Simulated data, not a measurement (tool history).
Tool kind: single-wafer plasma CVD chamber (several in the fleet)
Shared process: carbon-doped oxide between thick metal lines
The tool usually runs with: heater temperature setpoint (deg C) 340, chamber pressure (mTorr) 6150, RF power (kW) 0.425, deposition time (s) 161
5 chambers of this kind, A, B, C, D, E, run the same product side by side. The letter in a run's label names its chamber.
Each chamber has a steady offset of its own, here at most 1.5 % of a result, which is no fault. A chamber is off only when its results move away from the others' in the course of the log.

run	hour	heater temperature setpoint (deg C)	chamber pressure (mTorr)	RF power (kW)	deposition time (s)	read-back reference wafer on the same gauge, thickness_nm	mean film thickness on the monitor wafer (angstrom)
1E	8.9	340	6150	0.425	161	860.49	7554.9
2B	16	340	6150	0.425	161	860.3	7756.2
3A	22.5	340	6150	0.425	161	859.63	7697.3
# hour 22.7: chamber E: capacitance manometer re-zeroed and calibrated
# hour 25.5: chamber C: thermocouple changed; heater temperature recalibrated
4C	27.9	340	6150	0.425	161	859.35	7645.5
5D	34.7	340	6150	0.425	161	860.12	7750.8
# hour 35.8: chamber C: RF generator calibrated
6E	42.5	340	6150	0.425	161	859.13	7632
7A	51	340	4920	0.425	161	859.24	7488
8D	60.3	340	4920	0.425	161	860.31	7543.1
9B	66.7	340	4920	0.425	161	859.98	7574.8
10C	78.1	340	4920	0.425	161	859.92	7447.2
11A	89.7	340	4920	0.425	161	859.77	7511.4
12D	101.3	340	6150	0.425	161	860.98	7759
13C	111.6	340	6150	0.425	161	859.58	7699.1
14E	118.8	340	6150	0.425	161	858.97	7607
15B	129	340	6150	0.425	161	859.48	7773.1
16A	141	340	6150	0.425	161	859.54	7688.9
17C	147.1	340	6150	0.425	161	860.25	7682.2
18E	154.1	340	6150	0.425	161	859.55	7555.3
19B	164.1	340	6150	0.465	161	859.95	8298.9
20D	174.6	340	6150	0.465	161	860.47	8236
21C	181.9	340	6150	0.465	161	860.64	8194.8
22E	190.8	340	6150	0.465	161	859.83	7919.6
23A	200.2	340	6150	0.465	161	860.33	8197
24D	207.1	340	6150	0.425	161	860.87	7700.3
25B	218.8	340	6150	0.425	161	859.18	7799.3
26C	226.2	340	6150	0.425	161	860.44	7709.6
27E	231.5	340	6150	0.425	161	859.01	7360.2
28D	238	340	6150	0.425	161	860.33	7764
29B	249.1	340	6150	0.425	161	860.09	7793.1
30A	259.4	340	6150	0.425	161	859.74	7638.2
31D	270.9	340	6150	0.425	161	860.54	7748.1
32E	279.1	340	6150	0.425	161	859.82	7150
33A	288.8	340	6150	0.425	161	859.74	7650.1
34B	300.7	340	6150	0.425	161	859.41	7738.2

Next, every chamber runs the same settings. What will each give?
35A	309.3	340	6150	0.425	161		?
35B	309.3	340	6150	0.425	161		?
35C	309.3	340	6150	0.425	161		?
35D	309.3	340	6150	0.425	161		?
35E	309.3	340	6150	0.425	161		?

run	mean film thickness on the monitor wafer (angstrom)
35A	7712.3
35B	7743.2
35C	7679.7
35D	7794.2
35E	7168.5
